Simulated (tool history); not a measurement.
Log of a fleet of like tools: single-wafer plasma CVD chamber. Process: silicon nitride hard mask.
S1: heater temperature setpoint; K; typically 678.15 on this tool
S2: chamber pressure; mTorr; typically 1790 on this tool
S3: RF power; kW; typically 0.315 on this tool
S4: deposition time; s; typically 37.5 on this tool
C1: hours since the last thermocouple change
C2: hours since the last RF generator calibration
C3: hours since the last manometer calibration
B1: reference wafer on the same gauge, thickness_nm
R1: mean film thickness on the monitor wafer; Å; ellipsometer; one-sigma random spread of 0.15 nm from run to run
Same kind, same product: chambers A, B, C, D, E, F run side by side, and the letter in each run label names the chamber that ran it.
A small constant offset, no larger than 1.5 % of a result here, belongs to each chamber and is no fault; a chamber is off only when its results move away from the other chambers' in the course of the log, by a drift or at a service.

run     day      S1    S2     S3    S4      C1      C2      C3      B1      R1
 1C   0.421  678.15  1790  0.315  37.5   313.7  1357.4    59.8  45.197   465.2
 2F   0.704  678.15  1790  0.315  37.5   605.1  1006.7   894.5  45.229  465.77
 3B    0.95  678.15  1790  0.315  37.5  2408.5  1289.5  1922.8  45.199  457.04
 4A   1.279  678.15  1790  0.315  37.5   121.8   880.5  1728.8  45.213  463.34
 5E   1.638  678.15  1790  0.315  37.5   294.5     576   836.7  45.255  457.93
 6D   2.071  673.15  1790  0.315  37.5  1233.5   500.5  1250.3  45.188  457.12
 7E   2.392  673.15  1790  0.315  37.5   312.6   594.1   854.8  45.224  459.94
      2.417  -- chamber C: RF generator calibrated
      2.825  -- chamber B: thermocouple changed; heater temperature recalibrated
 8C   2.954  673.15  1790  0.315  37.5   374.5    12.9   120.6  45.187  463.94
 9B    3.35  673.15  1790  0.315  37.5    12.7  1347.1  1980.4  45.192  456.67
10A   3.717  673.15  1790  0.315  37.5   180.3     939  1787.3  45.201  464.39
11D   4.112  673.15  1790  0.315  37.5  1282.5   549.5  1299.3   45.22  459.41
12F   4.633  678.15  1790  0.315  37.5   699.4    1101   988.8  45.225  462.38
13E   5.067  678.15  1790  0.315  37.5   376.8   658.3     919  45.212  456.67
14C   5.525  678.15  1790  0.315  37.5   436.2    74.6   182.3  45.246  463.44
15A   6.012  678.15  1790  0.315  37.5   235.4   994.1  1842.4  45.159  463.03
16F    6.55  678.15  1790  0.315  37.5   745.4    1147  1034.8  45.217  462.48
17B   7.108  678.15  1790  0.315  37.5   102.9  1437.3  2070.6  45.152   458.6
18D   7.612  678.15  1790  0.315  37.5  1366.5   633.5  1383.3   45.19   458.1
19B   7.896  678.15  1790  0.315  37.5   121.8  1456.2  2089.5  45.217  457.59
20F   8.325  678.15  1790  0.315  37.5     788  1189.6  1077.4  45.176  465.68
21A   8.742  678.15  1790  0.315  37.5   300.9  1059.6  1907.9  45.177  457.66
22D   9.158  678.15  1790  0.315  37.5  1403.6   670.6  1420.4  45.214  456.77
23E   9.417  678.15  1790  0.315  40.7   481.2   762.7  1023.4  45.216  494.79
24C   9.729  678.15  1790  0.315  40.7   537.1   175.5   283.2  45.213  503.63
25C  10.217  678.15  1790  0.315  40.7   548.8   187.2   294.9  45.167  504.58
26A  10.617  678.15  1790  0.315  40.7   345.9  1104.6  1952.9  45.213  492.77
27D  11.142  678.15  1790  0.315  40.7  1451.2   718.2    1468  45.218  500.75
28B  11.621  678.15  1790  0.315  40.7   211.2  1545.6  2178.9  45.185  495.87
     11.917  -- chamber D: thermocouple changed; heater temperature recalibrated
29F  12.158  678.15  1790  0.315  37.5     880  1281.6  1169.4  45.152  465.67
30E  12.529  678.15  1790  0.315  37.5   555.9   837.4  1098.1  45.207  457.82
31C  12.908  678.15  1790  0.295  37.5   613.4   251.8   359.5  45.216  447.21
32B  13.171  678.15  1790  0.295  37.5   248.4  1582.8  2216.1  45.234  434.52
33A  13.475  678.15  1790  0.295  37.5   414.5  1173.2  2021.5  45.228  424.06
34D  13.871  678.15  1790  0.295  37.5    46.9   783.7  1533.5  45.226  434.51
35E  14.121  678.15  1790  0.295  37.5   594.1   875.6  1136.3  45.232  439.45
36F  14.429  678.15  1790  0.295  37.5   934.5  1336.1  1223.9  45.233  447.26

Predict what each chamber gives when all 6 of them run the settings below next.
37A  14.838  678.15  1590  0.315  37.5                   ?
37B  14.838  678.15  1590  0.315  37.5                   ?
37C  14.838  678.15  1590  0.315  37.5                   ?
37D  14.838  678.15  1590  0.315  37.5                   ?
37E  14.838  678.15  1590  0.315  37.5                   ?
37F  14.838  678.15  1590  0.315  37.5                   ?

run      R1
37A  429.35
37B  444.75
37C  446.51
37D  442.58
37E  443.98
37F  448.54
